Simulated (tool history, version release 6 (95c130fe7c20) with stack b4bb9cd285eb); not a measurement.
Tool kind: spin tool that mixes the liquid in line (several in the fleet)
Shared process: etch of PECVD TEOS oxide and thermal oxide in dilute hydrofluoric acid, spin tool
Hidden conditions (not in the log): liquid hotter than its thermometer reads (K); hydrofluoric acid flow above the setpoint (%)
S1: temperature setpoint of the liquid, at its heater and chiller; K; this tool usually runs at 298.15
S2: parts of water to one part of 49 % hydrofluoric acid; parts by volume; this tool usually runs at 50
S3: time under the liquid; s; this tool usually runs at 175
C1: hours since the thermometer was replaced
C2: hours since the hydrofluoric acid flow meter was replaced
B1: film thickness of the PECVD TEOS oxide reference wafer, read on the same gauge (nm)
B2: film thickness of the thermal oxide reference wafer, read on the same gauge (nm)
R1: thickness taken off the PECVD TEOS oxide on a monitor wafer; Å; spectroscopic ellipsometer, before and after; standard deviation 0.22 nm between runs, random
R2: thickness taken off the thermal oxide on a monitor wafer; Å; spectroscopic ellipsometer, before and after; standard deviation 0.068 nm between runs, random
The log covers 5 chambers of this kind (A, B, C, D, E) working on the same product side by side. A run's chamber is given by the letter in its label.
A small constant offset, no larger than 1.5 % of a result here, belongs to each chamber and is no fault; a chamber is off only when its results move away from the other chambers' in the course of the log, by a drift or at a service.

{"run": "1E", "hour": 4.4, "S1": 298.15, "S2": 50, "S3": 175, "C1": 307.4, "C2": 1146.4, "B1": 110.03, "B2": 149.99, "R1": 435.05, "R2": 189.58}
{"run": "2A", "hour": 8.4, "S1": 298.15, "S2": 50, "S3": 175, "C1": 688.7, "C2": 278.6, "B1": 110.0, "B2": 150.03, "R1": 441.83, "R2": 188.31}
{"run": "3D", "hour": 11.6, "S1": 298.15, "S2": 50, "S3": 175, "C1": 1148.8, "C2": 710.1, "B1": 110.01, "B2": 150.03, "R1": 442.06, "R2": 190.21}
{"run": "4C", "hour": 16.1, "S1": 298.15, "S2": 50, "S3": 175, "C1": 880.8, "C2": 108.8, "B1": 109.98, "B2": 150.0, "R1": 435.42, "R2": 188.94}
{"run": "5B", "hour": 20.5, "S1": 298.15, "S2": 50, "S3": 175, "C1": 499.3, "C2": 304.8, "B1": 110.02, "B2": 150.01, "R1": 435.35, "R2": 189.78}
{"run": "6A", "hour": 26.4, "S1": 298.15, "S2": 50, "S3": 175, "C1": 706.7, "C2": 296.6, "B1": 110.03, "B2": 150.02, "R1": 444.26, "R2": 187.96}
{"run": "7D", "hour": 31.0, "S1": 298.15, "S2": 50, "S3": 175, "C1": 1168.2, "C2": 729.5, "B1": 109.99, "B2": 149.99, "R1": 440.11, "R2": 190.65}
{"run": "8B", "hour": 34.4, "S1": 298.15, "S2": 50, "S3": 175, "C1": 513.2, "C2": 318.7, "B1": 110.01, "B2": 150.03, "R1": 431.34, "R2": 189.83}
{"run": "9C", "hour": 40.9, "S1": 298.15, "S2": 50, "S3": 175, "C1": 905.6, "C2": 133.6, "B1": 110.03, "B2": 149.97, "R1": 438.93, "R2": 189.41}
{"run": "10E", "hour": 47.3, "S1": 298.15, "S2": 50, "S3": 175, "C1": 350.3, "C2": 1189.3, "B1": 110.02, "B2": 150.01, "R1": 433.63, "R2": 188.45}
{"run": "11A", "hour": 53.9, "S1": 298.15, "S2": 50, "S3": 175, "C1": 734.2, "C2": 324.1, "B1": 110.0, "B2": 149.99, "R1": 442.87, "R2": 189.52}
{"hour": 58.4, "done": "chamber E: hydrofluoric acid flow meter replaced"}
{"run": "12E", "hour": 61.0, "S1": 298.15, "S2": 50, "S3": 175, "C1": 364.0, "C2": 2.7, "B1": 109.98, "B2": 150.01, "R1": 433.91, "R2": 189.06}
{"run": "13B", "hour": 65.4, "S1": 298.15, "S2": 50, "S3": 175, "C1": 544.2, "C2": 349.7, "B1": 109.98, "B2": 150.0, "R1": 440.14, "R2": 189.2}
{"run": "14C", "hour": 71.5, "S1": 301.65, "S2": 65, "S3": 175, "C1": 936.2, "C2": 164.2, "B1": 109.99, "B2": 149.99, "R1": 381.55, "R2": 163.95}
{"run": "15D", "hour": 78.3, "S1": 301.65, "S2": 65, "S3": 175, "C1": 1215.5, "C2": 776.8, "B1": 109.98, "B2": 149.98, "R1": 377.14, "R2": 164.89}
{"run": "16E", "hour": 83.2, "S1": 301.65, "S2": 65, "S3": 175, "C1": 386.2, "C2": 24.9, "B1": 110.01, "B2": 150.0, "R1": 378.83, "R2": 164.81}
{"run": "17D", "hour": 88.2, "S1": 301.65, "S2": 65, "S3": 175, "C1": 1225.4, "C2": 786.7, "B1": 110.0, "B2": 149.98, "R1": 379.91, "R2": 163.64}
{"run": "18C", "hour": 93.8, "S1": 301.65, "S2": 65, "S3": 175, "C1": 958.5, "C2": 186.5, "B1": 109.98, "B2": 150.0, "R1": 380.92, "R2": 164.27}
{"run": "19A", "hour": 99.2, "S1": 298.15, "S2": 50, "S3": 175, "C1": 779.5, "C2": 369.4, "B1": 109.99, "B2": 149.99, "R1": 440.33, "R2": 190.21}
{"run": "20B", "hour": 102.4, "S1": 298.15, "S2": 50, "S3": 175, "C1": 581.2, "C2": 386.7, "B1": 110.0, "B2": 149.99, "R1": 433.01, "R2": 189.29}
{"run": "21A", "hour": 105.7, "S1": 298.15, "S2": 50, "S3": 175, "C1": 786.0, "C2": 375.9, "B1": 110.02, "B2": 150.01, "R1": 449.16, "R2": 188.64}
{"run": "22E", "hour": 112.5, "S1": 294.15, "S2": 50, "S3": 135, "C1": 415.5, "C2": 54.2, "B1": 110.0, "B2": 149.98, "R1": 285.03, "R2": 123.99}
{"run": "23C", "hour": 118.8, "S1": 294.15, "S2": 50, "S3": 135, "C1": 983.5, "C2": 211.5, "B1": 109.98, "B2": 149.99, "R1": 289.44, "R2": 123.82}
{"run": "24B", "hour": 126.2, "S1": 294.15, "S2": 50, "S3": 135, "C1": 605.0, "C2": 410.5, "B1": 109.99, "B2": 150.01, "R1": 283.51, "R2": 123.85}
{"hour": 129.2, "done": "chamber A: hydrofluoric acid flow meter replaced"}
{"run": "25D", "hour": 132.0, "S1": 294.15, "S2": 50, "S3": 135, "C1": 1269.2, "C2": 830.5, "B1": 110.03, "B2": 149.98, "R1": 288.57, "R2": 124.87}
{"run": "26D", "hour": 135.3, "S1": 294.15, "S2": 50, "S3": 135, "C1": 1272.5, "C2": 833.8, "B1": 110.05, "B2": 150.01, "R1": 287.4, "R2": 124.42}
{"run": "27C", "hour": 141.1, "S1": 301.65, "S2": 45, "S3": 175, "C1": 1005.8, "C2": 233.8, "B1": 110.0, "B2": 150.0, "R1": 559.25, "R2": 244.68}
{"run": "28B", "hour": 145.7, "S1": 301.65, "S2": 45, "S3": 175, "C1": 624.5, "C2": 430.0, "B1": 109.99, "B2": 150.0, "R1": 563.22, "R2": 244.86}
{"run": "29A", "hour": 149.8, "S1": 301.65, "S2": 45, "S3": 175, "C1": 830.1, "C2": 20.7, "B1": 110.0, "B2": 150.02, "R1": 566.43, "R2": 242.24}
{"run": "30E", "hour": 153.0, "S1": 301.65, "S2": 45, "S3": 175, "C1": 456.0, "C2": 94.7, "B1": 110.02, "B2": 150.01, "R1": 559.45, "R2": 244.74}
{"run": "31E", "hour": 158.7, "S1": 301.65, "S2": 45, "S3": 175, "C1": 461.7, "C2": 100.4, "B1": 110.01, "B2": 150.01, "R1": 557.97, "R2": 245.23}
{"run": "32B", "hour": 164.5, "S1": 298.15, "S2": 50, "S3": 175, "C1": 643.3, "C2": 448.8, "B1": 109.97, "B2": 150.0, "R1": 433.22, "R2": 190.26}
{"run": "33C", "hour": 169.8, "S1": 302.15, "S2": 70, "S3": 175, "C1": 1034.5, "C2": 262.5, "B1": 109.95, "B2": 150.02, "R1": 359.11, "R2": 154.61}
{"hour": 173.1, "done": "chamber C: thermometer replaced"}
{"run": "34D", "hour": 174.0, "S1": 302.15, "S2": 70, "S3": 175, "C1": 1311.2, "C2": 872.5, "B1": 109.97, "B2": 150.0, "R1": 356.96, "R2": 153.94}
{"run": "35A", "hour": 179.6, "S1": 302.15, "S2": 70, "S3": 175, "C1": 859.9, "C2": 50.5, "B1": 109.99, "B2": 150.0, "R1": 359.32, "R2": 152.72}
{"run": "36D", "hour": 182.9, "S1": 302.15, "S2": 70, "S3": 175, "C1": 1320.1, "C2": 881.4, "B1": 109.98, "B2": 150.0, "R1": 354.83, "R2": 153.43}
{"run": "37A", "hour": 189.7, "S1": 302.15, "S2": 70, "S3": 175, "C1": 870.0, "C2": 60.6, "B1": 109.97, "B2": 150.0, "R1": 358.55, "R2": 152.82}
{"run": "38C", "hour": 194.0, "S1": 298.15, "S2": 50, "S3": 175, "C1": 21.0, "C2": 286.7, "B1": 109.97, "B2": 150.01, "R1": 434.86, "R2": 189.84}
{"run": "39B", "hour": 200.9, "S1": 298.15, "S2": 50, "S3": 175, "C1": 679.7, "C2": 485.2, "B1": 110.03, "B2": 149.98, "R1": 436.74, "R2": 189.49}
{"run": "40E", "hour": 208.0, "S1": 298.15, "S2": 50, "S3": 175, "C1": 511.0, "C2": 149.7, "B1": 110.0, "B2": 149.98, "R1": 435.19, "R2": 190.11}
{"run": "41A", "hour": 212.8, "S1": 298.15, "S2": 50, "S3": 175, "C1": 893.1, "C2": 83.7, "B1": 109.99, "B2": 150.02, "R1": 442.2, "R2": 188.46}
{"run": "42E", "hour": 218.8, "S1": 294.15, "S2": 50, "S3": 175, "C1": 521.8, "C2": 160.5, "B1": 109.99, "B2": 150.0, "R1": 366.89, "R2": 160.13}
{"run": "43C", "hour": 223.5, "S1": 294.15, "S2": 50, "S3": 175, "C1": 50.5, "C2": 316.2, "B1": 109.99, "B2": 150.02, "R1": 368.42, "R2": 159.65}
{"run": "44D", "hour": 227.7, "S1": 294.15, "S2": 50, "S3": 175, "C1": 1364.9, "C2": 926.2, "B1": 110.03, "B2": 149.98, "R1": 372.52, "R2": 162.66}

Decide between three cases: one chamber stands off from its peers, the gauge reading all wafers drifts, or nothing is wrong past each chamber's small offset. Where a chamber is off, say which and what most likely put it there.

The fleet is healthy, with each chamber sitting at its usual small offset and no drift in the gauge.

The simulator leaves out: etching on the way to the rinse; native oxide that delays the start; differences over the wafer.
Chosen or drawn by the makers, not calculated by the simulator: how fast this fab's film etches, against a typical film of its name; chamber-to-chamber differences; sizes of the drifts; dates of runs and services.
